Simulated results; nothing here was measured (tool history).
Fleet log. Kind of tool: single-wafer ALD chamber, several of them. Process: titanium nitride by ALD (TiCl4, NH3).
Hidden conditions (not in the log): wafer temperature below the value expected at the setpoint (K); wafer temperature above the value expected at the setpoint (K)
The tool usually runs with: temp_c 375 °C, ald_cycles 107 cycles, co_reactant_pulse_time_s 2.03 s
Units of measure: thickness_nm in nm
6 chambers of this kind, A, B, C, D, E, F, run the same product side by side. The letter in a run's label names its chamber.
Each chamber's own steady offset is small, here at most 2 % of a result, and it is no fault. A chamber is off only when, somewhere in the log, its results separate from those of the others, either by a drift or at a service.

| run | hour | temp_c | ald_cycles | co_reactant_pulse_time_s | hours since the last thermocouple change | read-back reference wafer on the same gauge, thickness_nm | thickness_nm |
|---|---|---|---|---|---|---|---|
| 1C | 7.8 | 375 | 107 | 2.03 | 2543.2 | 2.6303 | 2.3165 |
| 2E | 13.8 | 375 | 107 | 2.03 | 180.0 | 2.6270 | 2.3365 |
| 3B | 21.1 | 375 | 107 | 2.03 | 836.8 | 2.6303 | 2.3339 |
| 4F | 25.2 | 375 | 107 | 2.03 | 759.5 | 2.6311 | 2.2956 |
| 5D | 33.4 | 375 | 107 | 2.03 | 2542.4 | 2.6308 | 2.2572 |
| 6A | 40.4 | 375 | 107 | 2.03 | 1649.0 | 2.6323 | 2.3211 |
| 7A | 47.7 | 375 | 107 | 2.03 | 1656.3 | 2.6317 | 2.2763 |
| 8B | 55.0 | 375 | 107 | 2.03 | 870.7 | 2.6311 | 2.3260 |
| 9F | 61.4 | 375 | 107 | 2.03 | 795.7 | 2.6297 | 2.3170 |
| 10D | 69.7 | 375 | 107 | 2.03 | 2578.7 | 2.6263 | 2.2384 |
| 11E | 76.4 | 375 | 107 | 2.03 | 242.6 | 2.6304 | 2.3188 |
| 12C | 80.9 | 375 | 107 | 2.03 | 2616.3 | 2.6341 | 2.3007 |
| 13E | 88.8 | 375 | 107 | 2.03 | 255.0 | 2.6260 | 2.3033 |
| 14F | 96.7 | 375 | 107 | 2.03 | 831.0 | 2.6255 | 2.3027 |
|  | 100.4 | chamber D: thermocouple changed; heater temperature recalibrated |
| 15D | 104.1 | 375 | 107 | 2.03 | 3.7 | 2.6324 | 2.2788 |
| 16C | 111.2 | 375 | 107 | 2.03 | 2646.6 | 2.6307 | 2.3381 |
| 17A | 115.7 | 375 | 107 | 2.03 | 1724.3 | 2.6315 | 2.2816 |
| 18B | 123.3 | 375 | 107 | 2.03 | 939.0 | 2.6323 | 2.2939 |
| 19D | 127.3 | 375 | 107 | 2.03 | 26.9 | 2.6324 | 2.2648 |
|  | 128.2 | chamber A: thermocouple changed; heater temperature recalibrated |
| 20E | 132.1 | 375 | 107 | 2.03 | 298.3 | 2.6322 | 2.3052 |
| 21B | 136.5 | 375 | 107 | 2.03 | 952.2 | 2.6293 | 2.3092 |
| 22A | 141.5 | 375 | 107 | 2.03 | 13.3 | 2.6287 | 2.3160 |
|  | 142.4 | chamber C: thermocouple changed; heater temperature recalibrated |
| 23F | 145.5 | 375 | 107 | 2.03 | 879.8 | 2.6276 | 2.2816 |
| 24C | 149.8 | 375 | 107 | 2.03 | 7.5 | 2.6327 | 2.2914 |
| 25B | 157.4 | 375 | 126 | 2.03 | 973.1 | 2.6298 | 2.7266 |
| 26D | 164.4 | 375 | 126 | 2.03 | 64.0 | 2.6304 | 2.6699 |
| 27E | 173.0 | 375 | 126 | 2.03 | 339.2 | 2.6257 | 2.7202 |
| 28A | 178.9 | 375 | 126 | 2.03 | 50.7 | 2.6316 | 2.7157 |
| 29C | 183.6 | 375 | 126 | 2.03 | 41.3 | 2.6306 | 2.7067 |
| 30F | 187.5 | 375 | 126 | 2.03 | 921.8 | 2.6322 | 2.7086 |
| 31E | 191.9 | 375 | 107 | 2.03 | 358.1 | 2.6294 | 2.3201 |
| 32F | 198.0 | 375 | 107 | 2.03 | 932.3 | 2.6287 | 2.3018 |
| 33B | 207.0 | 375 | 107 | 2.03 | 1022.7 | 2.6294 | 2.2877 |
| 34D | 215.8 | 375 | 107 | 2.03 | 115.4 | 2.6255 | 2.2471 |
| 35C | 222.5 | 375 | 94 | 2.31 | 80.2 | 2.6293 | 2.0359 |
| 36A | 227.0 | 375 | 94 | 2.31 | 98.8 | 2.6296 | 2.0198 |
| 37F | 234.5 | 375 | 94 | 2.31 | 968.8 | 2.6274 | 2.0310 |
| 38C | 242.2 | 375 | 94 | 2.31 | 99.9 | 2.6284 | 2.0201 |
| 39D | 246.8 | 375 | 94 | 2.31 | 146.4 | 2.6323 | 2.0043 |
| 40B | 251.8 | 375 | 94 | 2.31 | 1067.5 | 2.6271 | 2.0396 |
| 41E | 259.2 | 375 | 107 | 2.03 | 425.4 | 2.6299 | 2.3153 |
| 42A | 263.1 | 367 | 114 | 2.03 | 134.9 | 2.6328 | 2.3808 |
| 43D | 267.4 | 367 | 114 | 2.03 | 167.0 | 2.6302 | 2.3638 |
| 44B | 274.4 | 367 | 114 | 2.03 | 1090.1 | 2.6321 | 2.4405 |

Has any chamber moved away from the others, gradually or after a service, or does the common gauge drift, or do the chambers differ only by their own small steady offsets? State the chamber and the most likely cause if one applies.

Nothing is wrong: each chamber keeps only its own small, steady offset and the gauge holds still.
